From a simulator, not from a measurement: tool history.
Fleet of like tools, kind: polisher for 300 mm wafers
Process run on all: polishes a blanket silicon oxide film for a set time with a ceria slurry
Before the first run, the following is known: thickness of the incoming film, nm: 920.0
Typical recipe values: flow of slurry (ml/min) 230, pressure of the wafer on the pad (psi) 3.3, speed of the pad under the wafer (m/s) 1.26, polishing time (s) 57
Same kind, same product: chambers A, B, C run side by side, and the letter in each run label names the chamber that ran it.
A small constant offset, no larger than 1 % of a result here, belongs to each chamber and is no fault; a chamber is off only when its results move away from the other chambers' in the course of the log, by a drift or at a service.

run,hour,flow of slurry (ml/min),pressure of the wafer on the pad (psi),speed of the pad under the wafer (m/s),polishing time (s),film removed (Å)
1A,7.6,230,3.3,1.26,57,3148.5
# hour 9.4: chamber A: worn pad replaced by a new one
2B,13.5,230,3.3,1.26,57,3082.7
3C,19.4,230,3.3,1.26,57,3171.5
4B,25.1,230,3.3,1.26,57,3093.4
5A,35.9,230,3.3,1.26,57,3146.4
# hour 37.9: chamber B: worn pad replaced by a new one
6C,46.5,230,3.3,1.26,57,3193.2
7C,53.3,230,3.3,1.26,57,3086.7
# hour 61.7: chamber C: slurry nozzle cleaned
8A,64.4,230,3.3,1.26,57,3129
# hour 67: chamber A: worn pad replaced by a new one
9B,70.5,185,3.3,1.26,57,3021.3
10B,77.6,185,3.3,1.26,57,2969.7
11C,88.2,185,3.3,1.26,57,3009.1
12A,97.6,230,3.3,1.26,57,3058.2
# hour 98.3: chamber B: worn pad replaced by a new one
13C,109.2,230,3.3,1.26,57,3100.1
14B,118,230,3.3,1.26,57,3096.5
15A,125.8,230,2.2,1.26,57,2071.7
16C,136.3,230,2.2,1.26,57,2012.8
# hour 139.3: chamber A: worn pad replaced by a new one
17B,148.3,230,2.2,1.26,57,2063.8
# hour 157.3: chamber B: worn pad replaced by a new one
18A,158.2,230,3.3,1.06,76,3451.4
19B,167.5,230,3.3,1.06,76,3487.1
20A,178.8,230,3.3,1.06,76,3489
21C,190.6,230,3.3,1.26,57,3044.4
# hour 198.2: chamber A: slurry nozzle cleaned
# hour 199.1: chamber A: worn pad replaced by a new one
22A,199.8,230,3.3,1.26,57,3097.4
23B,210.9,230,3.3,1.26,57,3092.8
24C,216.3,230,3.3,1.26,57,2966
# hour 219.6: chamber B: worn pad replaced by a new one
25A,224.6,230,3.3,1.26,57,3106.5
26C,235.5,230,3.3,1.26,57,2961.1
27B,242.8,230,3.3,1.26,57,3131
28A,252.2,230,3.3,1.26,57,3151.6
# hour 254.8: chamber A: worn pad replaced by a new one
29B,257.9,230,3.3,1.26,57,3048.6
30C,269.2,230,3.3,1.48,57,3388.9
31B,276.6,230,3.3,1.48,57,3668.9
32C,282.4,230,3.3,1.48,57,3393.7
# hour 289.1: chamber B: worn pad replaced by a new one
33A,294.1,230,3.3,1.26,57,3125.7
34B,300.6,230,3.3,1.26,57,3084.4

All chambers now run identical settings, listed one chamber a line with results as question marks. What results will each chamber show?
35A,309.3,230,3.3,1.26,57,?
35B,309.3,230,3.3,1.26,57,?
35C,309.3,230,3.3,1.26,57,?

run,film removed (Å)
35A,3164.2
35B,3083.4
35C,2888.7
